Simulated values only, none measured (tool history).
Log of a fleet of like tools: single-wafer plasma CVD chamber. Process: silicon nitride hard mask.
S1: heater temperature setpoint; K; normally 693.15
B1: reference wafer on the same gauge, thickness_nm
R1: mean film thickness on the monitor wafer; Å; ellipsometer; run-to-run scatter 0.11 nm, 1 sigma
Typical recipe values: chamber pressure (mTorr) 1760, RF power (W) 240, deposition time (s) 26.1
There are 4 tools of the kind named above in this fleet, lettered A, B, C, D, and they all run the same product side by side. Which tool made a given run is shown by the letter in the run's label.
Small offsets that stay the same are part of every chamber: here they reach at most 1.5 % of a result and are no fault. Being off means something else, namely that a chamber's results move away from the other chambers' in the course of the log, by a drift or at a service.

run 1B hour=10.5 | S1=693.15 chamber_pressure_(mTorr)=1760 RF_power_(W)=240 deposition_time_(s)=26.1 | B1=21.501 | R1=257.76
run 2C hour=19.5 | S1=693.15 chamber_pressure_(mTorr)=1760 RF_power_(W)=240 deposition_time_(s)=26.1 | B1=21.506 | R1=261.67
run 3D hour=25.4 | S1=693.15 chamber_pressure_(mTorr)=1760 RF_power_(W)=240 deposition_time_(s)=26.1 | B1=21.494 | R1=262.31
run 4A hour=32.1 | S1=693.15 chamber_pressure_(mTorr)=1760 RF_power_(W)=240 deposition_time_(s)=26.1 | B1=21.535 | R1=262.89
run 5B hour=40.2 | S1=693.15 chamber_pressure_(mTorr)=1760 RF_power_(W)=240 deposition_time_(s)=26.1 | B1=21.487 | R1=258.23
run 6D hour=47.4 | S1=693.15 chamber_pressure_(mTorr)=1760 RF_power_(W)=240 deposition_time_(s)=26.1 | B1=21.482 | R1=260.87
run 7A hour=60.0 | S1=693.15 chamber_pressure_(mTorr)=1760 RF_power_(W)=240 deposition_time_(s)=26.1 | B1=21.488 | R1=263.42
run 8C hour=68.0 | S1=693.15 chamber_pressure_(mTorr)=1760 RF_power_(W)=240 deposition_time_(s)=26.1 | B1=21.501 | R1=260.65
run 9A hour=80.7 | S1=680.15 chamber_pressure_(mTorr)=1760 RF_power_(W)=240 deposition_time_(s)=26.1 | B1=21.499 | R1=262.52
run 10B hour=89.6 | S1=680.15 chamber_pressure_(mTorr)=1760 RF_power_(W)=240 deposition_time_(s)=26.1 | B1=21.488 | R1=260.96
run 11C hour=102.8 | S1=680.15 chamber_pressure_(mTorr)=1760 RF_power_(W)=240 deposition_time_(s)=26.1 | B1=21.488 | R1=263.30
run 12D hour=112.9 | S1=680.15 chamber_pressure_(mTorr)=1760 RF_power_(W)=240 deposition_time_(s)=26.1 | B1=21.525 | R1=261.16
run 13C hour=121.6 | S1=693.15 chamber_pressure_(mTorr)=1760 RF_power_(W)=240 deposition_time_(s)=26.1 | B1=21.518 | R1=261.17
run 14B hour=132.4 | S1=703.15 chamber_pressure_(mTorr)=1760 RF_power_(W)=260 deposition_time_(s)=26.1 | B1=21.502 | R1=273.10
run 15D hour=140.9 | S1=703.15 chamber_pressure_(mTorr)=1760 RF_power_(W)=260 deposition_time_(s)=26.1 | B1=21.507 | R1=272.35
run 16A hour=149.3 | S1=703.15 chamber_pressure_(mTorr)=1760 RF_power_(W)=260 deposition_time_(s)=26.1 | B1=21.490 | R1=277.42
-- hour=151.4 chamber B: RF generator calibrated
run 17A hour=156.3 | S1=703.15 chamber_pressure_(mTorr)=1760 RF_power_(W)=260 deposition_time_(s)=26.1 | B1=21.499 | R1=277.34
run 18D hour=163.8 | S1=693.15 chamber_pressure_(mTorr)=1760 RF_power_(W)=240 deposition_time_(s)=26.1 | B1=21.487 | R1=256.47
run 19C hour=170.7 | S1=693.15 chamber_pressure_(mTorr)=1760 RF_power_(W)=240 deposition_time_(s)=26.1 | B1=21.501 | R1=262.37
run 20B hour=180.1 | S1=693.15 chamber_pressure_(mTorr)=1760 RF_power_(W)=240 deposition_time_(s)=26.1 | B1=21.501 | R1=258.80
run 21B hour=189.5 | S1=693.15 chamber_pressure_(mTorr)=1760 RF_power_(W)=240 deposition_time_(s)=26.1 | B1=21.506 | R1=260.13
run 22D hour=197.1 | S1=693.15 chamber_pressure_(mTorr)=1760 RF_power_(W)=240 deposition_time_(s)=26.1 | B1=21.495 | R1=256.67
run 23A hour=207.6 | S1=693.15 chamber_pressure_(mTorr)=1760 RF_power_(W)=240 deposition_time_(s)=26.1 | B1=21.489 | R1=264.44
-- hour=214.5 chamber D: capacitance manometer re-zeroed and calibrated
run 24C hour=217.6 | S1=693.15 chamber_pressure_(mTorr)=1760 RF_power_(W)=240 deposition_time_(s)=26.1 | B1=21.485 | R1=260.98
run 25C hour=223.6 | S1=693.15 chamber_pressure_(mTorr)=1760 RF_power_(W)=240 deposition_time_(s)=26.1 | B1=21.487 | R1=261.82
run 26A hour=236.1 | S1=693.15 chamber_pressure_(mTorr)=1760 RF_power_(W)=240 deposition_time_(s)=26.1 | B1=21.523 | R1=263.48
run 27B hour=246.4 | S1=693.15 chamber_pressure_(mTorr)=1760 RF_power_(W)=240 deposition_time_(s)=26.1 | B1=21.507 | R1=259.22
run 28D hour=259.5 | S1=693.15 chamber_pressure_(mTorr)=1760 RF_power_(W)=240 deposition_time_(s)=26.1 | B1=21.506 | R1=253.27
run 29B hour=269.0 | S1=693.15 chamber_pressure_(mTorr)=1760 RF_power_(W)=210 deposition_time_(s)=23.4 | B1=21.504 | R1=209.52
run 30A hour=275.7 | S1=693.15 chamber_pressure_(mTorr)=1760 RF_power_(W)=210 deposition_time_(s)=23.4 | B1=21.502 | R1=214.70
run 31C hour=282.7 | S1=693.15 chamber_pressure_(mTorr)=1760 RF_power_(W)=210 deposition_time_(s)=23.4 | B1=21.510 | R1=212.85
run 32D hour=296.3 | S1=693.15 chamber_pressure_(mTorr)=1760 RF_power_(W)=210 deposition_time_(s)=23.4 | B1=21.500 | R1=205.04
run 33A hour=306.0 | S1=693.15 chamber_pressure_(mTorr)=1760 RF_power_(W)=240 deposition_time_(s)=26.1 | B1=21.493 | R1=262.75
run 34C hour=313.1 | S1=693.15 chamber_pressure_(mTorr)=1760 RF_power_(W)=240 deposition_time_(s)=26.1 | B1=21.507 | R1=261.60
run 35B hour=320.8 | S1=693.15 chamber_pressure_(mTorr)=1760 RF_power_(W)=240 deposition_time_(s)=26.1 | B1=21.491 | R1=258.36
run 36D hour=331.1 | S1=693.15 chamber_pressure_(mTorr)=1760 RF_power_(W)=240 deposition_time_(s)=26.1 | B1=21.520 | R1=252.34
run 37A hour=343.8 | S1=693.15 chamber_pressure_(mTorr)=1760 RF_power_(W)=240 deposition_time_(s)=26.1 | B1=21.483 | R1=263.18
run 38B hour=349.8 | S1=693.15 chamber_pressure_(mTorr)=1760 RF_power_(W)=240 deposition_time_(s)=26.1 | B1=21.492 | R1=259.32
run 39C hour=362.2 | S1=693.15 chamber_pressure_(mTorr)=1760 RF_power_(W)=240 deposition_time_(s)=26.1 | B1=21.525 | R1=262.92
run 40D hour=372.2 | S1=693.15 chamber_pressure_(mTorr)=1760 RF_power_(W)=240 deposition_time_(s)=26.1 | B1=21.507 | R1=248.64

Predict what each chamber gives when all 4 of them run the settings below next.
run 41A hour=382.0 | S1=693.15 chamber_pressure_(mTorr)=1760 RF_power_(W)=240 deposition_time_(s)=26.1 | R1=?
run 41B hour=382.0 | S1=693.15 chamber_pressure_(mTorr)=1760 RF_power_(W)=240 deposition_time_(s)=26.1 | R1=?
run 41C hour=382.0 | S1=693.15 chamber_pressure_(mTorr)=1760 RF_power_(W)=240 deposition_time_(s)=26.1 | R1=?
run 41D hour=382.0 | S1=693.15 chamber_pressure_(mTorr)=1760 RF_power_(W)=240 deposition_time_(s)=26.1 | R1=?

run=41A R1=262.41
run=41B R1=257.61
run=41C R1=262.52
run=41D R1=251.92

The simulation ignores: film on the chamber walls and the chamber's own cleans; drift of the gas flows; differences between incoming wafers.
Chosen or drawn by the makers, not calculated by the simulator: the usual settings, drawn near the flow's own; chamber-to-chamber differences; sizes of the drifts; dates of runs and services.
